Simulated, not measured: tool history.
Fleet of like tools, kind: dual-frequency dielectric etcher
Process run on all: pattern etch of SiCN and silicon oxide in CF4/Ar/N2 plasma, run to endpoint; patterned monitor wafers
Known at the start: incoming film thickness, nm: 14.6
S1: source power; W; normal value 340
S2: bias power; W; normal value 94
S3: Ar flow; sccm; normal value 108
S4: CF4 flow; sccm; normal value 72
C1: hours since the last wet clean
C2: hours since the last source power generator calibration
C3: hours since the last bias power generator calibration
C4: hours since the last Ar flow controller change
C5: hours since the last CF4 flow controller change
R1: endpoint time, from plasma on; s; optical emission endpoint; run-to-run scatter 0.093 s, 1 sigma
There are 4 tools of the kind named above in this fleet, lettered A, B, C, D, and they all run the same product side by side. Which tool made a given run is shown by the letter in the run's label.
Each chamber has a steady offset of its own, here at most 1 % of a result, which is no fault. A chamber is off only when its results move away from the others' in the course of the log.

run	hour	S1	S2	S3	S4	C1	C2	C3	C4	C5	R1
1C	10.2	340	94	108	72	102.0	1541.2	206.8	1931.0	3818.2	19.946
2A	18.1	340	94	108	72	497.2	2175.4	3308.8	2808.8	2910.2	19.833
3B	23.9	340	94	108	72	240.1	2737.9	830.7	410.6	3209.0	19.937
4D	29.1	340	94	108	72	327.3	1549.9	679.1	261.9	1171.6	19.851
# hour 31.0: chamber A: wet clean of the chamber
5B	33.9	340	94	108	72	250.1	2747.9	840.7	420.6	3219.0	19.991
6D	39.5	340	94	108	72	337.7	1560.3	689.5	272.3	1182.0	20.008
7C	49.0	410	94	88	72	140.8	1580.0	245.6	1969.8	3857.0	16.491
8A	54.4	410	94	88	72	23.5	2211.7	3345.1	2845.1	2946.5	16.262
9D	63.0	410	94	88	72	361.2	1583.8	713.0	295.8	1205.5	16.359
# hour 68.1: chamber D: wet clean of the chamber
10B	73.8	410	94	88	72	290.0	2787.8	880.6	460.5	3258.9	16.470
11A	83.6	340	94	108	72	52.7	2240.9	3374.3	2874.3	2975.7	19.965
12C	93.3	340	94	108	72	185.1	1624.3	289.9	2014.1	3901.3	19.945
13B	103.0	340	84	108	72	319.2	2817.0	909.8	489.7	3288.1	20.775
# hour 104.8: chamber B: wet clean of the chamber
14A	109.6	340	84	108	72	78.7	2266.9	3400.3	2900.3	3001.7	20.550
15C	119.6	340	84	108	72	211.4	1650.6	316.2	2040.4	3927.6	20.874
16D	129.8	340	84	108	72	61.7	1650.6	779.8	362.6	1272.3	20.751
# hour 132.4: chamber A: Ar flow controller replaced
17A	140.0	340	94	108	72	109.1	2297.3	3430.7	7.6	3032.1	19.854
18D	146.1	340	94	108	72	78.0	1666.9	796.1	378.9	1288.6	19.960
19B	156.4	340	94	108	72	51.6	2870.4	963.2	543.1	3341.5	20.127
20C	166.3	340	94	108	72	258.1	1697.3	362.9	2087.1	3974.3	20.147
21D	172.8	340	94	108	72	104.7	1693.6	822.8	405.6	1315.3	20.070
22A	182.9	340	94	108	72	152.0	2340.2	3473.6	50.5	3075.0	19.849
23B	192.3	340	94	108	72	87.5	2906.3	999.1	579.0	3377.4	20.074
24C	197.8	340	94	108	72	289.6	1728.8	394.4	2118.6	4005.8	20.225
25D	207.5	340	94	108	72	139.4	1728.3	857.5	440.3	1350.0	19.967
26C	218.1	340	94	108	72	309.9	1749.1	414.7	2138.9	4026.1	20.305
27A	222.9	340	94	108	72	192.0	2380.2	3513.6	90.5	3115.0	19.785
28B	232.3	340	94	108	72	127.5	2946.3	1039.1	619.0	3417.4	19.868
29C	240.4	340	94	108	72	332.2	1771.4	437.0	2161.2	4048.4	20.166
30A	245.6	340	94	108	72	214.7	2402.9	3536.3	113.2	3137.7	19.675
31D	255.5	340	94	108	72	187.4	1776.3	905.5	488.3	1398.0	20.042
32B	260.2	340	94	116	72	155.4	2974.2	1067.0	646.9	3445.3	20.148
33A	266.0	340	94	116	72	235.1	2423.3	3556.7	133.6	3158.1	20.000
34D	274.0	340	94	116	72	205.9	1794.8	924.0	506.8	1416.5	20.352
35B	281.9	340	94	116	72	177.1	2995.9	1088.7	668.6	3467.0	20.144

Read the log: is a single chamber off, either drifting away or since a service, is the gauge that measures every chamber drifting, or is nothing wrong beyond small per-chamber offsets? Name any odd chamber and what most likely caused it.

One chamber, C, drifts off from the rest bit by bit.
Likeliest cause: etch rate under this chamber's usual, % = 2.7.
The log may not tell that from: source power that arrives under what is set, %.

Below are 4 candidate recipes for chamber C's next run, each the usual settings with a change, their results shown as question marks. Which of them brings C's results back in line with what the other chambers give on the usual settings?
In line here means within this much of the mean the other chambers give on the usual settings: R1 0.330 s
36C-1	289.7	360	96	107	73						?
36C-2	289.7	340	87	108	72						?
36C-3	289.7	320	94	109	71						?
36C-4	289.7	350	95	108	72						?

The other chambers' mean on the usual settings: R1 19.881 s
run	R1
36C-1	19.243
36C-2	21.019
36C-3	21.622
36C-4	19.858
36C-4 is the one that brings the chamber's results back in line with the other chambers.
